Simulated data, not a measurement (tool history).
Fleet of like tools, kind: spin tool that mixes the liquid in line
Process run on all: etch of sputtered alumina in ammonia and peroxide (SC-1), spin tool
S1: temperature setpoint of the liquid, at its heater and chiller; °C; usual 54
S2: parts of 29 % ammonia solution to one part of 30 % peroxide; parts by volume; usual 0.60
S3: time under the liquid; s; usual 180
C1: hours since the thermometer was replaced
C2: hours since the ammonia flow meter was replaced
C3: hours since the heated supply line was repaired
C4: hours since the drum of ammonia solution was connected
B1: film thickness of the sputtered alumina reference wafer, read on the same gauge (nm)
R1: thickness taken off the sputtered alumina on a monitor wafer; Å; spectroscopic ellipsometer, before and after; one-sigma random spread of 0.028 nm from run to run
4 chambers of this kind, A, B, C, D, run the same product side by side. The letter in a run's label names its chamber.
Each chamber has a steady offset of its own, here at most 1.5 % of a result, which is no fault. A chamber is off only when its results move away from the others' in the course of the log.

run	hour	S1	S2	S3	C1	C2	C3	C4	B1	R1
1A	10.4	54	0.60	180	1676.8	137.9	296.4	64.3	110.01	85.788
2B	19.0	54	0.60	180	562.1	153.2	538.5	52.6	110.01	86.247
3C	31.9	54	0.60	180	1129.7	643.6	201.2	377.8	109.98	86.182
4D	41.7	54	0.60	180	1110.4	446.4	718.8	317.5	110.03	85.149
5A	50.0	54	0.60	180	1716.4	177.5	336.0	103.9	110.02	86.380
6B	56.7	54	0.60	180	599.8	190.9	576.2	90.3	109.95	86.321
7C	66.0	54	0.60	180	1163.8	677.7	235.3	411.9	110.00	86.378
8D	74.5	54	0.60	180	1143.2	479.2	751.6	350.3	110.00	85.617
9B	85.2	54	0.60	180	628.3	219.4	604.7	118.8	109.99	85.796
10A	91.6	54	0.60	180	1758.0	219.1	377.6	145.5	109.99	86.244
11D	99.3	54	0.60	180	1168.0	504.0	776.4	375.1	110.04	85.104
12C	105.9	58	0.60	180	1203.7	717.6	275.2	451.8	110.03	107.150
13C	114.6	58	0.60	180	1212.4	726.3	283.9	460.5	110.02	106.240
14D	122.6	58	0.60	180	1191.3	527.3	799.7	398.4	109.99	105.690
15B	131.5	58	0.60	180	674.6	265.7	651.0	165.1	110.00	105.520
16A	144.5	54	0.60	180	1810.9	272.0	430.5	198.4	109.99	85.978
17A	157.9	54	0.60	180	1824.3	285.4	443.9	211.8	110.04	85.950
18D	165.6	54	0.60	180	1234.3	570.3	842.7	441.4	110.04	85.300
19C	175.9	54	0.60	180	1273.7	787.6	345.2	521.8	109.97	85.875
20B	184.9	54	0.60	180	728.0	319.1	704.4	218.5	109.99	86.146
21C	193.6	54	0.60	180	1291.4	805.3	362.9	539.5	109.99	86.030
22B	206.2	54	0.60	180	749.3	340.4	725.7	239.8	109.98	86.025
23A	213.7	54	0.60	180	1880.1	341.2	499.7	267.6	110.00	86.879
24D	224.7	54	0.60	180	1293.4	629.4	901.8	500.5	110.03	85.363
25D	234.5	54	0.60	180	1303.2	639.2	911.6	510.3	109.99	85.524
26C	240.3	54	0.60	180	1338.1	852.0	409.6	586.2	110.00	86.466
27A	250.3	54	0.60	180	1916.7	377.8	536.3	304.2	110.04	87.154
28B	260.9	54	0.75	180	804.0	395.1	780.4	294.5	110.01	87.590
# hour 262.0: chamber C: thermometer replaced
29D	268.6	54	0.75	180	1337.3	673.3	945.7	544.4	110.03	87.040
30C	281.9	54	0.75	180	20.0	893.6	451.2	627.8	109.97	87.996
31A	295.3	54	0.75	180	1961.7	422.8	581.3	349.2	109.99	89.081
32B	308.4	54	0.60	180	851.5	442.6	827.9	342.0	110.00	85.680
33A	318.8	54	0.60	180	1985.2	446.3	604.8	372.7	110.00	87.457
34B	327.1	54	0.45	180	870.2	461.3	846.6	360.7	110.00	83.300
35C	335.0	54	0.45	180	73.1	946.7	504.3	680.9	109.97	83.786
36D	345.7	54	0.45	180	1414.4	750.4	1022.8	621.5	109.99	82.997
37B	354.7	54	0.45	180	897.8	488.9	874.2	388.3	109.97	83.196
38A	363.5	54	0.60	180	2029.9	491.0	649.5	417.4	109.96	88.439

Predict what each chamber gives when all 4 of them run the settings below next.
39A	373.2	54	0.60	180						?
39B	373.2	54	0.60	180						?
39C	373.2	54	0.60	180						?
39D	373.2	54	0.60	180						?

run	R1
39A	88.151
39B	85.621
39C	85.775
39D	84.606

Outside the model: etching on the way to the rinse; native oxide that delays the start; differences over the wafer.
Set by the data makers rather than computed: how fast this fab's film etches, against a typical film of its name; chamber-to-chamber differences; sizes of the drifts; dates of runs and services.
